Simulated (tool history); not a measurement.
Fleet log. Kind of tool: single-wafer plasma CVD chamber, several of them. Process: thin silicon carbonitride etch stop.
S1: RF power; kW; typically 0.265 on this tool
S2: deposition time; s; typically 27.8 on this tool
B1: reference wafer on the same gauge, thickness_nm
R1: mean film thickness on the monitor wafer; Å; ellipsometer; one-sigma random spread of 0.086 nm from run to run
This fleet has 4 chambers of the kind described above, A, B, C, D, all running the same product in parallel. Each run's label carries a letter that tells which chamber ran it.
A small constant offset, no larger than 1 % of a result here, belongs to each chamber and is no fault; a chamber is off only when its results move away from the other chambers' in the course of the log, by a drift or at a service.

run 1A hour=12.9 | S1=0.265 S2=27.8 | B1=14.005 | R1=173.08
-- hour=15.2 chamber D: RF generator calibrated
run 2D hour=24.7 | S1=0.265 S2=27.8 | B1=14.008 | R1=172.44
run 3C hour=32.7 | S1=0.265 S2=27.8 | B1=14.007 | R1=174.24
run 4B hour=44.0 | S1=0.265 S2=27.8 | B1=14.009 | R1=172.61
run 5A hour=57.5 | S1=0.265 S2=27.8 | B1=13.996 | R1=172.24
run 6D hour=65.6 | S1=0.265 S2=27.8 | B1=14.002 | R1=172.63
run 7B hour=80.3 | S1=0.265 S2=27.8 | B1=13.991 | R1=173.99
run 8C hour=90.3 | S1=0.265 S2=27.8 | B1=14.014 | R1=172.83
run 9B hour=100.5 | S1=0.265 S2=27.8 | B1=13.986 | R1=173.22
run 10C hour=111.7 | S1=0.265 S2=27.8 | B1=14.004 | R1=173.21
run 11A hour=118.7 | S1=0.265 S2=27.8 | B1=14.000 | R1=172.77
run 12D hour=132.2 | S1=0.265 S2=27.8 | B1=13.987 | R1=172.90
run 13C hour=143.0 | S1=0.265 S2=27.8 | B1=13.995 | R1=172.38
run 14A hour=150.4 | S1=0.265 S2=27.8 | B1=13.987 | R1=172.59
run 15B hour=165.4 | S1=0.265 S2=27.8 | B1=13.994 | R1=173.29
run 16D hour=172.9 | S1=0.265 S2=27.8 | B1=14.001 | R1=172.65
run 17A hour=187.1 | S1=0.265 S2=27.8 | B1=14.009 | R1=172.43
run 18B hour=198.0 | S1=0.265 S2=27.8 | B1=14.004 | R1=173.37
run 19C hour=210.4 | S1=0.265 S2=27.8 | B1=13.999 | R1=172.62
run 20D hour=219.5 | S1=0.265 S2=27.8 | B1=13.995 | R1=172.77
run 21D hour=227.1 | S1=0.265 S2=27.8 | B1=14.019 | R1=173.61
run 22B hour=239.8 | S1=0.265 S2=27.8 | B1=13.993 | R1=173.19
-- hour=250.1 chamber D: thermocouple changed; heater temperature recalibrated
run 23C hour=250.8 | S1=0.265 S2=27.8 | B1=14.022 | R1=171.32
run 24A hour=262.3 | S1=0.265 S2=27.8 | B1=13.993 | R1=170.62
run 25B hour=276.4 | S1=0.265 S2=27.8 | B1=13.998 | R1=172.19
run 26C hour=285.3 | S1=0.265 S2=27.8 | B1=14.018 | R1=171.30
run 27A hour=299.2 | S1=0.225 S2=27.8 | B1=13.984 | R1=165.44
-- hour=307.3 chamber A: RF generator calibrated
run 28D hour=309.6 | S1=0.225 S2=27.8 | B1=13.990 | R1=164.00
run 29D hour=325.0 | S1=0.225 S2=27.8 | B1=13.970 | R1=163.39
run 30A hour=335.4 | S1=0.225 S2=27.8 | B1=13.992 | R1=165.00
run 31C hour=342.7 | S1=0.265 S2=27.8 | B1=13.980 | R1=173.28
run 32B hour=351.2 | S1=0.265 S2=27.8 | B1=14.003 | R1=173.78
run 33B hour=361.8 | S1=0.265 S2=27.8 | B1=14.003 | R1=172.42
run 34D hour=373.1 | S1=0.265 S2=27.8 | B1=13.986 | R1=173.85
run 35A hour=386.7 | S1=0.285 S2=27.8 | B1=14.001 | R1=177.31
run 36C hour=399.0 | S1=0.285 S2=27.8 | B1=14.015 | R1=176.82
run 37D hour=414.6 | S1=0.285 S2=27.8 | B1=14.008 | R1=176.74
run 38B hour=425.6 | S1=0.285 S2=27.8 | B1=13.994 | R1=178.30
run 39A hour=435.8 | S1=0.265 S2=27.8 | B1=13.997 | R1=173.75

All chambers now run identical settings, listed one chamber a line with results as question marks. What results will each chamber show?
run 40A hour=446.9 | S1=0.310 S2=27.8 | R1=?
run 40B hour=446.9 | S1=0.310 S2=27.8 | R1=?
run 40C hour=446.9 | S1=0.310 S2=27.8 | R1=?
run 40D hour=446.9 | S1=0.310 S2=27.8 | R1=?

run=40A R1=181.46
run=40B R1=181.41
run=40C R1=179.37
run=40D R1=181.11

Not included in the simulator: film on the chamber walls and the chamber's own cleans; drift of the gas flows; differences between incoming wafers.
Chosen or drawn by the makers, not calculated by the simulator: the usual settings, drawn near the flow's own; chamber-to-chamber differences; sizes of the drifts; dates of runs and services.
